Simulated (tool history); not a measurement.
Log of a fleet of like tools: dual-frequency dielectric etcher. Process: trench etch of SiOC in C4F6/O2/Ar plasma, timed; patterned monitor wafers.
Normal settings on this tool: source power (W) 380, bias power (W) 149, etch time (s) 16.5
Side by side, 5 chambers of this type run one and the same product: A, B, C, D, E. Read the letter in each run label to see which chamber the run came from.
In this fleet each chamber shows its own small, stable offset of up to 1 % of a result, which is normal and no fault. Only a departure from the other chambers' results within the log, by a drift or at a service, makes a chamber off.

run,hour,source power (W),bias power (W),etch time (s),"read-back reference wafer on the same gauge, depth_nm",mean etch depth across the wafer (Å)
1B,3.3,380,149,16.5,32.608,318.06
2A,6.5,380,149,16.5,32.575,317.36
3E,9.2,380,149,16.5,32.585,317.95
4C,12.7,380,149,16.5,32.561,316.98
5D,17,380,149,16.5,32.598,315.54
6E,19.6,380,126,12,32.642,219.61
7D,24.8,380,126,12,32.545,220.78
8B,28.5,380,126,12,32.59,219.68
9C,33.6,380,126,12,32.582,218.92
10A,38,380,126,12,32.58,219.6
11D,43,380,149,16.5,32.611,316.05
12E,48,380,149,16.5,32.619,318.58
13A,51.9,380,149,16.5,32.605,319.48
14B,56.1,380,149,16.5,32.59,317.93
15C,60.9,470,149,16.5,32.586,346.63
16A,64.4,470,149,16.5,32.633,347.49
17E,67.8,470,149,16.5,32.617,343.42
18D,70.5,470,149,16.5,32.588,344.05
19C,75.4,470,149,16.5,32.589,342.5
20B,79.3,380,149,16.5,32.629,316.98
21B,82.1,380,149,16.5,32.615,313.51
22A,84.8,300,149,16.5,32.576,289.81
23E,89.3,300,149,16.5,32.622,288.64
24D,92.2,300,149,16.5,32.606,289.51
25C,97.5,300,149,16.5,32.576,290.31
26B,101.4,300,149,16.5,32.598,285.52
27C,105.7,380,149,16.5,32.579,315.92
# hour 108.6: chamber D: wet clean of the chamber
28A,110.4,380,149,16.5,32.575,318.2
29D,113.8,380,122,16.5,32.593,298.84
30E,119,380,122,16.5,32.615,299.07
31C,123,380,122,16.5,32.614,298.52
32D,126.8,380,122,16.5,32.625,298.37
33B,131.8,380,122,16.5,32.604,287.11
34A,136,380,149,16.5,32.591,318.95
35E,140.2,380,149,16.5,32.565,317.2

The same settings go to every chamber for the next run, one line per chamber below. Forecast the results for each:
36A,144,380,149,16.5,,?
36B,144,380,149,16.5,,?
36C,144,380,149,16.5,,?
36D,144,380,149,16.5,,?
36E,144,380,149,16.5,,?

run,mean etch depth across the wafer (Å)
36A,318.3
36B,302.44
36C,316.06
36D,315.75
36E,315.31
